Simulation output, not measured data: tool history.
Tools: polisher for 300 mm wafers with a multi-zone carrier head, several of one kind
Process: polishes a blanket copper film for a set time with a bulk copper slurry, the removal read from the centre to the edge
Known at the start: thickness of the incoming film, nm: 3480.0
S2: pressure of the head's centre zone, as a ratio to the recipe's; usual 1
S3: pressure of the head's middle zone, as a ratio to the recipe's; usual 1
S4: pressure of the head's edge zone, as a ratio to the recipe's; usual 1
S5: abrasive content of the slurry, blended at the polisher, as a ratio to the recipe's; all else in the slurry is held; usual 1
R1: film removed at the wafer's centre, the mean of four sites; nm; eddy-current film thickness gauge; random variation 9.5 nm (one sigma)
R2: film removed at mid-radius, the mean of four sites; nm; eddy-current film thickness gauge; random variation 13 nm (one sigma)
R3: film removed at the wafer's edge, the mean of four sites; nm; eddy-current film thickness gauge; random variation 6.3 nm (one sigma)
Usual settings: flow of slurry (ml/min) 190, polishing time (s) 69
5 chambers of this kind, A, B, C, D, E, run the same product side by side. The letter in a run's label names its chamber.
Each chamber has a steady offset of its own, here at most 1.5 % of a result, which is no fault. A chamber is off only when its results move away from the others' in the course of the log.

{"run": "1C", "hour": 3.2, "flow of slurry (ml/min)": 190, "S2": 1, "S3": 1, "S4": 1, "S5": 1, "polishing time (s)": 69, "R1": 886.55, "R2": 880.89, "R3": 876.54}
{"run": "2A", "hour": 5.4, "flow of slurry (ml/min)": 190, "S2": 1, "S3": 1, "S4": 1, "S5": 1, "polishing time (s)": 69, "R1": 898.02, "R2": 894.87, "R3": 887.46}
{"run": "3E", "hour": 9.3, "flow of slurry (ml/min)": 190, "S2": 1, "S3": 1, "S4": 1, "S5": 1, "polishing time (s)": 69, "R1": 874.11, "R2": 870.08, "R3": 863.25}
{"run": "4B", "hour": 13.4, "flow of slurry (ml/min)": 190, "S2": 1, "S3": 1, "S4": 1, "S5": 1, "polishing time (s)": 69, "R1": 885.23, "R2": 870.79, "R3": 859.18}
{"run": "5D", "hour": 15.6, "flow of slurry (ml/min)": 190, "S2": 1, "S3": 1, "S4": 0.93, "S5": 1, "polishing time (s)": 69, "R1": 895.92, "R2": 896.12, "R3": 849.9}
{"run": "6B", "hour": 18.8, "flow of slurry (ml/min)": 190, "S2": 1, "S3": 1, "S4": 0.93, "S5": 1, "polishing time (s)": 69, "R1": 883.45, "R2": 873.41, "R3": 838.7}
{"hour": 20.0, "done": "chamber C: worn pad replaced by a new one"}
{"run": "7C", "hour": 21.5, "flow of slurry (ml/min)": 190, "S2": 1, "S3": 1, "S4": 0.93, "S5": 1, "polishing time (s)": 69, "R1": 885.93, "R2": 893.14, "R3": 846.23}
{"run": "8E", "hour": 25.6, "flow of slurry (ml/min)": 190, "S2": 1, "S3": 1, "S4": 0.93, "S5": 1, "polishing time (s)": 69, "R1": 885.56, "R2": 877.1, "R3": 831.18}
{"hour": 28.8, "done": "chamber E: slurry nozzle cleaned"}
{"run": "9D", "hour": 30.4, "flow of slurry (ml/min)": 190, "S2": 1, "S3": 1, "S4": 0.93, "S5": 1, "polishing time (s)": 69, "R1": 877.52, "R2": 886.01, "R3": 848.2}
{"run": "10A", "hour": 32.9, "flow of slurry (ml/min)": 190, "S2": 1, "S3": 1, "S4": 1, "S5": 1, "polishing time (s)": 69, "R1": 903.2, "R2": 877.16, "R3": 887.57}
{"run": "11C", "hour": 36.3, "flow of slurry (ml/min)": 190, "S2": 1, "S3": 1, "S4": 1, "S5": 1, "polishing time (s)": 69, "R1": 878.1, "R2": 856.06, "R3": 883.49}
{"hour": 38.1, "done": "chamber E: edge zone pressure recalibrated"}
{"hour": 38.5, "done": "chamber B: slurry nozzle cleaned"}
{"run": "12A", "hour": 39.2, "flow of slurry (ml/min)": 190, "S2": 1, "S3": 1, "S4": 1, "S5": 1, "polishing time (s)": 69, "R1": 869.24, "R2": 884.58, "R3": 888.15}
{"hour": 42.6, "done": "chamber B: worn pad replaced by a new one"}
{"run": "13D", "hour": 42.6, "flow of slurry (ml/min)": 190, "S2": 1, "S3": 1, "S4": 1, "S5": 1, "polishing time (s)": 69, "R1": 877.03, "R2": 901.4, "R3": 877.77}
{"hour": 44.6, "done": "chamber E: worn pad replaced by a new one"}
{"run": "14B", "hour": 45.6, "flow of slurry (ml/min)": 190, "S2": 1, "S3": 1, "S4": 1, "S5": 1, "polishing time (s)": 69, "R1": 883.34, "R2": 889.76, "R3": 873.64}
{"hour": 49.9, "done": "chamber D: edge zone pressure recalibrated"}
{"run": "15E", "hour": 50.0, "flow of slurry (ml/min)": 190, "S2": 1, "S3": 1, "S4": 1, "S5": 1, "polishing time (s)": 69, "R1": 888.81, "R2": 885.15, "R3": 865.55}
{"hour": 52.4, "done": "chamber C: slurry nozzle cleaned"}
{"hour": 52.6, "done": "chamber D: slurry nozzle cleaned"}
{"run": "16C", "hour": 52.9, "flow of slurry (ml/min)": 190, "S2": 1, "S3": 1, "S4": 1, "S5": 1, "polishing time (s)": 69, "R1": 881.5, "R2": 865.92, "R3": 889.85}
{"run": "17E", "hour": 57.3, "flow of slurry (ml/min)": 190, "S2": 1, "S3": 1, "S4": 1, "S5": 1, "polishing time (s)": 69, "R1": 874.77, "R2": 889.72, "R3": 877.75}
{"run": "18B", "hour": 61.6, "flow of slurry (ml/min)": 190, "S2": 1, "S3": 1, "S4": 1, "S5": 1, "polishing time (s)": 69, "R1": 866.22, "R2": 887.38, "R3": 865.1}
{"run": "19A", "hour": 65.2, "flow of slurry (ml/min)": 190, "S2": 1, "S3": 1, "S4": 1, "S5": 1, "polishing time (s)": 69, "R1": 885.84, "R2": 906.34, "R3": 880.28}
{"run": "20D", "hour": 67.5, "flow of slurry (ml/min)": 190, "S2": 1, "S3": 1, "S4": 1, "S5": 1, "polishing time (s)": 69, "R1": 826.32, "R2": 870.27, "R3": 859.76}
{"run": "21A", "hour": 69.8, "flow of slurry (ml/min)": 190, "S2": 1, "S3": 1, "S4": 1, "S5": 1, "polishing time (s)": 69, "R1": 886.29, "R2": 872.26, "R3": 889.52}
{"hour": 70.5, "done": "chamber C: edge zone pressure recalibrated"}
{"run": "22B", "hour": 73.8, "flow of slurry (ml/min)": 190, "S2": 1, "S3": 1, "S4": 1, "S5": 1, "polishing time (s)": 69, "R1": 878.86, "R2": 889.37, "R3": 884.08}
{"hour": 77.1, "done": "chamber A: edge zone pressure recalibrated"}
{"hour": 77.2, "done": "chamber A: worn pad replaced by a new one"}
{"run": "23D", "hour": 78.7, "flow of slurry (ml/min)": 190, "S2": 1, "S3": 1.09, "S4": 1.1, "S5": 1, "polishing time (s)": 69, "R1": 852.36, "R2": 915.98, "R3": 900.83}
{"run": "24E", "hour": 81.0, "flow of slurry (ml/min)": 190, "S2": 1, "S3": 1.09, "S4": 1.1, "S5": 1, "polishing time (s)": 69, "R1": 881.64, "R2": 958.3, "R3": 903.58}
{"run": "25C", "hour": 84.1, "flow of slurry (ml/min)": 190, "S2": 1, "S3": 1.09, "S4": 1.1, "S5": 1, "polishing time (s)": 69, "R1": 882.81, "R2": 962.36, "R3": 933.76}
{"run": "26C", "hour": 86.4, "flow of slurry (ml/min)": 190, "S2": 1, "S3": 1.09, "S4": 1.1, "S5": 1, "polishing time (s)": 69, "R1": 865.05, "R2": 944.46, "R3": 924.75}
{"run": "27B", "hour": 88.6, "flow of slurry (ml/min)": 190, "S2": 1, "S3": 1.09, "S4": 1.1, "S5": 1, "polishing time (s)": 69, "R1": 883.39, "R2": 963.7, "R3": 914.7}
{"run": "28D", "hour": 93.3, "flow of slurry (ml/min)": 190, "S2": 1, "S3": 1, "S4": 1, "S5": 1, "polishing time (s)": 69, "R1": 829.41, "R2": 843.01, "R3": 843.01}
{"run": "29E", "hour": 97.2, "flow of slurry (ml/min)": 190, "S2": 1, "S3": 1, "S4": 1, "S5": 1, "polishing time (s)": 69, "R1": 858.19, "R2": 860.21, "R3": 863.91}
{"run": "30A", "hour": 101.3, "flow of slurry (ml/min)": 190, "S2": 1, "S3": 1, "S4": 1, "S5": 1, "polishing time (s)": 69, "R1": 896.45, "R2": 882.64, "R3": 882.62}
{"hour": 102.9, "done": "chamber C: worn pad replaced by a new one"}
{"run": "31C", "hour": 104.1, "flow of slurry (ml/min)": 190, "S2": 1, "S3": 1, "S4": 1, "S5": 1, "polishing time (s)": 69, "R1": 884.15, "R2": 864.4, "R3": 886.83}
{"run": "32A", "hour": 106.9, "flow of slurry (ml/min)": 190, "S2": 1, "S3": 1, "S4": 1, "S5": 1, "polishing time (s)": 69, "R1": 885.77, "R2": 888.64, "R3": 887.07}
{"run": "33D", "hour": 109.3, "flow of slurry (ml/min)": 190, "S2": 1, "S3": 1, "S4": 1, "S5": 1, "polishing time (s)": 69, "R1": 830.02, "R2": 840.65, "R3": 832.22}
{"run": "34B", "hour": 113.0, "flow of slurry (ml/min)": 190, "S2": 1, "S3": 1, "S4": 1, "S5": 1, "polishing time (s)": 69, "R1": 890.22, "R2": 886.41, "R3": 863.84}
{"run": "35E", "hour": 116.6, "flow of slurry (ml/min)": 190, "S2": 1, "S3": 1, "S4": 1, "S5": 1, "polishing time (s)": 69, "R1": 871.07, "R2": 885.77, "R3": 867.7}

Is one chamber off against the others, does the gauge drift, or is nothing wrong? If a chamber is off, say which, and what the likeliest cause is.

Chamber D drifts away from the others.
Cause: removal rate lost through wear of the pad, % = 6.54.

Here are 4 candidates for chamber D's next run, each the usual settings with a change, their results left as question marks. Which one brings its results back in line with what the others give on the usual settings?
In line means no further than this from the other chambers' mean on the usual settings: R1 33 nm; R2 44 nm; R3 22 nm
{"run": "36D-1", "hour": 120.1, "flow of slurry (ml/min)": 190, "S2": 1, "S3": 1, "S4": 1, "S5": 1, "polishing time (s)": 68, "R1": "?", "R2": "?", "R3": "?"}
{"run": "36D-2", "hour": 120.1, "flow of slurry (ml/min)": 190, "S2": 1.01, "S3": 1, "S4": 1, "S5": 1, "polishing time (s)": 73, "R1": "?", "R2": "?", "R3": "?"}
{"run": "36D-3", "hour": 120.1, "flow of slurry (ml/min)": 190, "S2": 0.99, "S3": 1, "S4": 1, "S5": 1, "polishing time (s)": 65, "R1": "?", "R2": "?", "R3": "?"}
{"run": "36D-4", "hour": 120.1, "flow of slurry (ml/min)": 190, "S2": 1, "S3": 1, "S4": 1, "S5": 1, "polishing time (s)": 70, "R1": "?", "R2": "?", "R3": "?"}

The other chambers' mean on the usual settings: R1 879.28 nm; R2 879.91 nm; R3 875.51 nm
run=36D-1 R1=808.83 R2=815.74 R3=808.72
run=36D-2 R1=877.91 R2=875.67 R3=868.18
run=36D-3 R1=764.6 R2=779.8 R3=773.04
run=36D-4 R1=832.62 R2=839.74 R3=832.5
36D-2 brings the chamber back in line.
